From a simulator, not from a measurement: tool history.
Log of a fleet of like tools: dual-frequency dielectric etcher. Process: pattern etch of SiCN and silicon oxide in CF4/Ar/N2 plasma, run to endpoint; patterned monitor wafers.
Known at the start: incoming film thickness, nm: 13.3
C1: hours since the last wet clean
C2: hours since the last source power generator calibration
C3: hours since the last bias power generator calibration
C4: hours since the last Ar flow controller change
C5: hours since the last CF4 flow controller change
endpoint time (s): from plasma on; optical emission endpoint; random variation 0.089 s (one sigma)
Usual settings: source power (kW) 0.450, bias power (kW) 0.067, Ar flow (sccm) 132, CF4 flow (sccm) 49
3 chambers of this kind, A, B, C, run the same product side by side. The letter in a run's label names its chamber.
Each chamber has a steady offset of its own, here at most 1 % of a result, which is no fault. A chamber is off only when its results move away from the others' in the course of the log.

run 1B day=0.321 | source_power_(kW)=0.450 bias_power_(kW)=0.067 Ar_flow_(sccm)=132 CF4_flow_(sccm)=49 | C1=63.7 C2=2152.5 C3=1342.1 C4=1976.8 C5=3913.9 | endpoint_time_(s)=17.456
run 2A day=0.746 | source_power_(kW)=0.450 bias_power_(kW)=0.067 Ar_flow_(sccm)=132 CF4_flow_(sccm)=49 | C1=239.2 C2=1119.6 C3=4568.9 C4=127.6 C5=2797.7 | endpoint_time_(s)=17.509
run 3C day=1.258 | source_power_(kW)=0.450 bias_power_(kW)=0.067 Ar_flow_(sccm)=132 CF4_flow_(sccm)=49 | C1=233.5 C2=124.4 C3=4490.2 C4=666.7 C5=1994.6 | endpoint_time_(s)=17.581
run 4B day=1.612 | source_power_(kW)=0.450 bias_power_(kW)=0.067 Ar_flow_(sccm)=132 CF4_flow_(sccm)=49 | C1=94.7 C2=2183.5 C3=1373.1 C4=2007.8 C5=3944.9 | endpoint_time_(s)=17.706
run 5A day=1.854 | source_power_(kW)=0.450 bias_power_(kW)=0.067 Ar_flow_(sccm)=132 CF4_flow_(sccm)=49 | C1=265.8 C2=1146.2 C3=4595.5 C4=154.2 C5=2824.3 | endpoint_time_(s)=17.557
run 6C day=2.329 | source_power_(kW)=0.450 bias_power_(kW)=0.067 Ar_flow_(sccm)=132 CF4_flow_(sccm)=49 | C1=259.2 C2=150.1 C3=4515.9 C4=692.4 C5=2020.3 | endpoint_time_(s)=17.507
run 7C day=2.779 | source_power_(kW)=0.450 bias_power_(kW)=0.067 Ar_flow_(sccm)=132 CF4_flow_(sccm)=49 | C1=270.0 C2=160.9 C3=4526.7 C4=703.2 C5=2031.1 | endpoint_time_(s)=17.492
run 8B day=3.238 | source_power_(kW)=0.530 bias_power_(kW)=0.067 Ar_flow_(sccm)=132 CF4_flow_(sccm)=49 | C1=133.7 C2=2222.5 C3=1412.1 C4=2046.8 C5=3983.9 | endpoint_time_(s)=15.266
run 9A day=3.504 | source_power_(kW)=0.530 bias_power_(kW)=0.067 Ar_flow_(sccm)=132 CF4_flow_(sccm)=49 | C1=305.4 C2=1185.8 C3=4635.1 C4=193.8 C5=2863.9 | endpoint_time_(s)=15.318
run 10A day=3.900 | source_power_(kW)=0.530 bias_power_(kW)=0.067 Ar_flow_(sccm)=132 CF4_flow_(sccm)=49 | C1=314.9 C2=1195.3 C3=4644.6 C4=203.3 C5=2873.4 | endpoint_time_(s)=15.417
run 11C day=4.167 | source_power_(kW)=0.450 bias_power_(kW)=0.067 Ar_flow_(sccm)=132 CF4_flow_(sccm)=49 | C1=303.3 C2=194.2 C3=4560.0 C4=736.5 C5=2064.4 | endpoint_time_(s)=17.368
run 12B day=4.400 | source_power_(kW)=0.450 bias_power_(kW)=0.067 Ar_flow_(sccm)=132 CF4_flow_(sccm)=49 | C1=161.6 C2=2250.4 C3=1440.0 C4=2074.7 C5=4011.8 | endpoint_time_(s)=17.647
run 13A day=4.850 | source_power_(kW)=0.450 bias_power_(kW)=0.067 Ar_flow_(sccm)=132 CF4_flow_(sccm)=49 | C1=337.7 C2=1218.1 C3=4667.4 C4=226.1 C5=2896.2 | endpoint_time_(s)=17.647
run 14C day=5.100 | source_power_(kW)=0.450 bias_power_(kW)=0.067 Ar_flow_(sccm)=132 CF4_flow_(sccm)=49 | C1=325.7 C2=216.6 C3=4582.4 C4=758.9 C5=2086.8 | endpoint_time_(s)=17.199
run 15B day=5.471 | source_power_(kW)=0.450 bias_power_(kW)=0.067 Ar_flow_(sccm)=132 CF4_flow_(sccm)=49 | C1=187.3 C2=2276.1 C3=1465.7 C4=2100.4 C5=4037.5 | endpoint_time_(s)=17.559
run 16A day=5.821 | source_power_(kW)=0.450 bias_power_(kW)=0.053 Ar_flow_(sccm)=132 CF4_flow_(sccm)=49 | C1=361.0 C2=1241.4 C3=4690.7 C4=249.4 C5=2919.5 | endpoint_time_(s)=19.144
run 17C day=6.283 | source_power_(kW)=0.450 bias_power_(kW)=0.053 Ar_flow_(sccm)=132 CF4_flow_(sccm)=49 | C1=354.1 C2=245.0 C3=4610.8 C4=787.3 C5=2115.2 | endpoint_time_(s)=18.628
run 18B day=6.662 | source_power_(kW)=0.450 bias_power_(kW)=0.053 Ar_flow_(sccm)=132 CF4_flow_(sccm)=49 | C1=215.9 C2=2304.7 C3=1494.3 C4=2129.0 C5=4066.1 | endpoint_time_(s)=19.210
run 19B day=7.038 | source_power_(kW)=0.450 bias_power_(kW)=0.067 Ar_flow_(sccm)=132 CF4_flow_(sccm)=49 | C1=224.9 C2=2313.7 C3=1503.3 C4=2138.0 C5=4075.1 | endpoint_time_(s)=17.601
run 20A day=7.333 | source_power_(kW)=0.450 bias_power_(kW)=0.067 Ar_flow_(sccm)=132 CF4_flow_(sccm)=49 | C1=397.3 C2=1277.7 C3=4727.0 C4=285.7 C5=2955.8 | endpoint_time_(s)=17.702
run 21C day=7.729 | source_power_(kW)=0.450 bias_power_(kW)=0.067 Ar_flow_(sccm)=132 CF4_flow_(sccm)=49 | C1=388.8 C2=279.7 C3=4645.5 C4=822.0 C5=2149.9 | endpoint_time_(s)=16.990
run 22B day=8.212 | source_power_(kW)=0.450 bias_power_(kW)=0.067 Ar_flow_(sccm)=132 CF4_flow_(sccm)=49 | C1=253.1 C2=2341.9 C3=1531.5 C4=2166.2 C5=4103.3 | endpoint_time_(s)=17.663
-- day=8.288 chamber C: bias power generator calibrated
run 23C day=8.450 | source_power_(kW)=0.450 bias_power_(kW)=0.067 Ar_flow_(sccm)=132 CF4_flow_(sccm)=49 | C1=406.1 C2=297.0 C3=3.9 C4=839.3 C5=2167.2 | endpoint_time_(s)=16.812
run 24A day=8.717 | source_power_(kW)=0.450 bias_power_(kW)=0.067 Ar_flow_(sccm)=132 CF4_flow_(sccm)=49 | C1=430.5 C2=1310.9 C3=4760.2 C4=318.9 C5=2989.0 | endpoint_time_(s)=17.697

What goes on in this fleet: one chamber off, a drifting gauge, or nothing beyond the chambers' own small offsets? Name the chamber and the cause, if any.

Chamber C drifts away from the others.
Cause: etch rate over this chamber's usual, % = 4.33.
The log may not tell that from: source power that arrives over what is set, %.

Here are 4 candidates for chamber C's next run, each the usual settings with a change, their results left as question marks. Which one brings its results back in line with what the others give on the usual settings?
In line means no further than this from the other chambers' mean on the usual settings: endpoint time (s) 0.310
run 25C-1 day=9.088 | source_power_(kW)=0.490 bias_power_(kW)=0.069 Ar_flow_(sccm)=132 CF4_flow_(sccm)=49 | endpoint_time_(s)=?
run 25C-2 day=9.088 | source_power_(kW)=0.450 bias_power_(kW)=0.059 Ar_flow_(sccm)=132 CF4_flow_(sccm)=49 | endpoint_time_(s)=?
run 25C-3 day=9.088 | source_power_(kW)=0.420 bias_power_(kW)=0.065 Ar_flow_(sccm)=134 CF4_flow_(sccm)=48 | endpoint_time_(s)=?
run 25C-4 day=9.088 | source_power_(kW)=0.470 bias_power_(kW)=0.067 Ar_flow_(sccm)=131 CF4_flow_(sccm)=49 | endpoint_time_(s)=?

The other chambers' mean on the usual settings: endpoint time (s) 17.625
run=25C-1 endpoint_time_(s)=15.441
run=25C-2 endpoint_time_(s)=17.625
run=25C-3 endpoint_time_(s)=18.184
run=25C-4 endpoint_time_(s)=16.170
25C-2 brings the chamber back in line.

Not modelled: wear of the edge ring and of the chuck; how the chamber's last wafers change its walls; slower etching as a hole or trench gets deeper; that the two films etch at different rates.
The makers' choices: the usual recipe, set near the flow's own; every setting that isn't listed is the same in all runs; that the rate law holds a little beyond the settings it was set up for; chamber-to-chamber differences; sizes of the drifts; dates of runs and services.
